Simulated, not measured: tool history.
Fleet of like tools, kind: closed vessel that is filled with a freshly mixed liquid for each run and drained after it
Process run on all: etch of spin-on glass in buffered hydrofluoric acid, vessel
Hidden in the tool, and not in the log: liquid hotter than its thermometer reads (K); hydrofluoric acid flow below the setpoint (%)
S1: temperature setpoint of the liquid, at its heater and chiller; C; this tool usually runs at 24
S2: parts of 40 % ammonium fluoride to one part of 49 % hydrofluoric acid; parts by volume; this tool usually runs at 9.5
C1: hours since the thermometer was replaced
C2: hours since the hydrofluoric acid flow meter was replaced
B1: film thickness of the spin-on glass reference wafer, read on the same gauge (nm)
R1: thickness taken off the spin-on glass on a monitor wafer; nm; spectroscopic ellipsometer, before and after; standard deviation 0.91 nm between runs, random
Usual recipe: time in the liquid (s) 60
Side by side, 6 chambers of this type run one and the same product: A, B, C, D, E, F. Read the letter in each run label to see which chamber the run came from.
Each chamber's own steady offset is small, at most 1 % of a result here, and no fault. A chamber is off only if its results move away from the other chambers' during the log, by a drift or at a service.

run 1E hour=11.2 | S1=24 S2=9.5 time_in_the_liquid_(s)=60 | C1=2640.3 C2=1302.7 | B1=149.98 | R1=212.73
run 2C hour=23.7 | S1=24 S2=9.5 time_in_the_liquid_(s)=60 | C1=1060.2 C2=623.8 | B1=149.99 | R1=213.62
run 3B hour=31.4 | S1=24 S2=9.5 time_in_the_liquid_(s)=60 | C1=806.8 C2=140.3 | B1=149.99 | R1=213.67
run 4D hour=41.1 | S1=24 S2=9.5 time_in_the_liquid_(s)=60 | C1=1739.3 C2=111.4 | B1=150.01 | R1=213.46
-- hour=52.8 chamber C: hydrofluoric acid flow meter replaced
run 5F hour=53.8 | S1=24 S2=9.5 time_in_the_liquid_(s)=80 | C1=502.2 C2=361.7 | B1=150.00 | R1=284.26
run 6A hour=61.4 | S1=24 S2=9.5 time_in_the_liquid_(s)=80 | C1=733.8 C2=427.6 | B1=149.99 | R1=279.29
-- hour=70.3 chamber F: thermometer replaced
run 7F hour=71.2 | S1=24 S2=9.5 time_in_the_liquid_(s)=80 | C1=0.9 C2=379.1 | B1=149.99 | R1=281.11
run 8E hour=84.1 | S1=24 S2=9.5 time_in_the_liquid_(s)=80 | C1=2713.2 C2=1375.6 | B1=150.02 | R1=283.77
run 9D hour=93.9 | S1=24 S2=9.5 time_in_the_liquid_(s)=80 | C1=1792.1 C2=164.2 | B1=150.00 | R1=281.38
run 10B hour=102.4 | S1=24 S2=9.5 time_in_the_liquid_(s)=80 | C1=877.8 C2=211.3 | B1=150.03 | R1=284.78
run 11A hour=114.7 | S1=24 S2=13.5 time_in_the_liquid_(s)=70 | C1=787.1 C2=480.9 | B1=149.98 | R1=177.36
-- hour=115.1 chamber E: thermometer replaced
run 12C hour=124.3 | S1=24 S2=13.5 time_in_the_liquid_(s)=70 | C1=1160.8 C2=71.6 | B1=149.99 | R1=177.91
run 13A hour=130.9 | S1=24 S2=13.5 time_in_the_liquid_(s)=70 | C1=803.3 C2=497.1 | B1=150.02 | R1=179.35
run 14F hour=138.5 | S1=24 S2=13.5 time_in_the_liquid_(s)=70 | C1=68.2 C2=446.4 | B1=150.00 | R1=178.60
run 15C hour=147.4 | S1=24 S2=13.5 time_in_the_liquid_(s)=70 | C1=1183.9 C2=94.7 | B1=149.98 | R1=177.60
run 16B hour=153.6 | S1=24 S2=13.5 time_in_the_liquid_(s)=70 | C1=929.0 C2=262.5 | B1=149.99 | R1=179.87
run 17E hour=160.9 | S1=24 S2=9.5 time_in_the_liquid_(s)=60 | C1=45.8 C2=1452.4 | B1=150.00 | R1=212.36
run 18D hour=169.6 | S1=24 S2=9.5 time_in_the_liquid_(s)=60 | C1=1867.8 C2=239.9 | B1=149.99 | R1=212.64
run 19D hour=178.4 | S1=24 S2=9.5 time_in_the_liquid_(s)=60 | C1=1876.6 C2=248.7 | B1=150.00 | R1=212.47
run 20B hour=186.0 | S1=24 S2=9.5 time_in_the_liquid_(s)=60 | C1=961.4 C2=294.9 | B1=150.01 | R1=212.42
run 21E hour=197.1 | S1=24 S2=9.5 time_in_the_liquid_(s)=60 | C1=82.0 C2=1488.6 | B1=149.98 | R1=213.55
run 22C hour=204.1 | S1=24 S2=9.5 time_in_the_liquid_(s)=60 | C1=1240.6 C2=151.4 | B1=150.01 | R1=212.32
run 23A hour=211.5 | S1=24 S2=9.5 time_in_the_liquid_(s)=60 | C1=883.9 C2=577.7 | B1=150.00 | R1=211.57
run 24F hour=224.5 | S1=24 S2=9.5 time_in_the_liquid_(s)=60 | C1=154.2 C2=532.4 | B1=150.00 | R1=213.08
run 25A hour=234.6 | S1=24 S2=9.5 time_in_the_liquid_(s)=60 | C1=907.0 C2=600.8 | B1=149.99 | R1=211.92
run 26F hour=244.5 | S1=24 S2=9.5 time_in_the_liquid_(s)=60 | C1=174.2 C2=552.4 | B1=150.00 | R1=213.52
run 27D hour=253.8 | S1=24 S2=9.5 time_in_the_liquid_(s)=60 | C1=1952.0 C2=324.1 | B1=149.99 | R1=212.37
run 28C hour=265.1 | S1=24 S2=9.5 time_in_the_liquid_(s)=60 | C1=1301.6 C2=212.4 | B1=150.03 | R1=213.34
run 29E hour=277.3 | S1=24 S2=9.5 time_in_the_liquid_(s)=60 | C1=162.2 C2=1568.8 | B1=150.00 | R1=213.63
run 30B hour=284.5 | S1=24 S2=9.5 time_in_the_liquid_(s)=60 | C1=1059.9 C2=393.4 | B1=149.99 | R1=213.76
-- hour=296.7 chamber B: thermometer replaced
run 31D hour=297.3 | S1=24 S2=9.5 time_in_the_liquid_(s)=60 | C1=1995.5 C2=367.6 | B1=150.01 | R1=212.84
run 32E hour=307.8 | S1=26 S2=9.5 time_in_the_liquid_(s)=60 | C1=192.7 C2=1599.3 | B1=149.98 | R1=238.02
run 33C hour=314.9 | S1=26 S2=9.5 time_in_the_liquid_(s)=60 | C1=1351.4 C2=262.2 | B1=149.99 | R1=236.66
run 34F hour=323.3 | S1=26 S2=9.5 time_in_the_liquid_(s)=60 | C1=253.0 C2=631.2 | B1=150.00 | R1=237.04
run 35A hour=329.8 | S1=26 S2=9.5 time_in_the_liquid_(s)=60 | C1=1002.2 C2=696.0 | B1=149.98 | R1=235.54
run 36B hour=338.8 | S1=26 S2=9.5 time_in_the_liquid_(s)=60 | C1=42.1 C2=447.7 | B1=150.02 | R1=238.31
run 37A hour=346.2 | S1=26 S2=9.5 time_in_the_liquid_(s)=60 | C1=1018.6 C2=712.4 | B1=150.01 | R1=235.19
run 38E hour=353.4 | S1=24 S2=9.5 time_in_the_liquid_(s)=60 | C1=238.3 C2=1644.9 | B1=150.00 | R1=214.92

What goes on in this fleet: one chamber off, a drifting gauge, or nothing beyond the chambers' own small offsets? Name the chamber and the cause, if any.

Neither any chamber nor the gauge drifts; the chambers differ only by their own small, steady offsets.
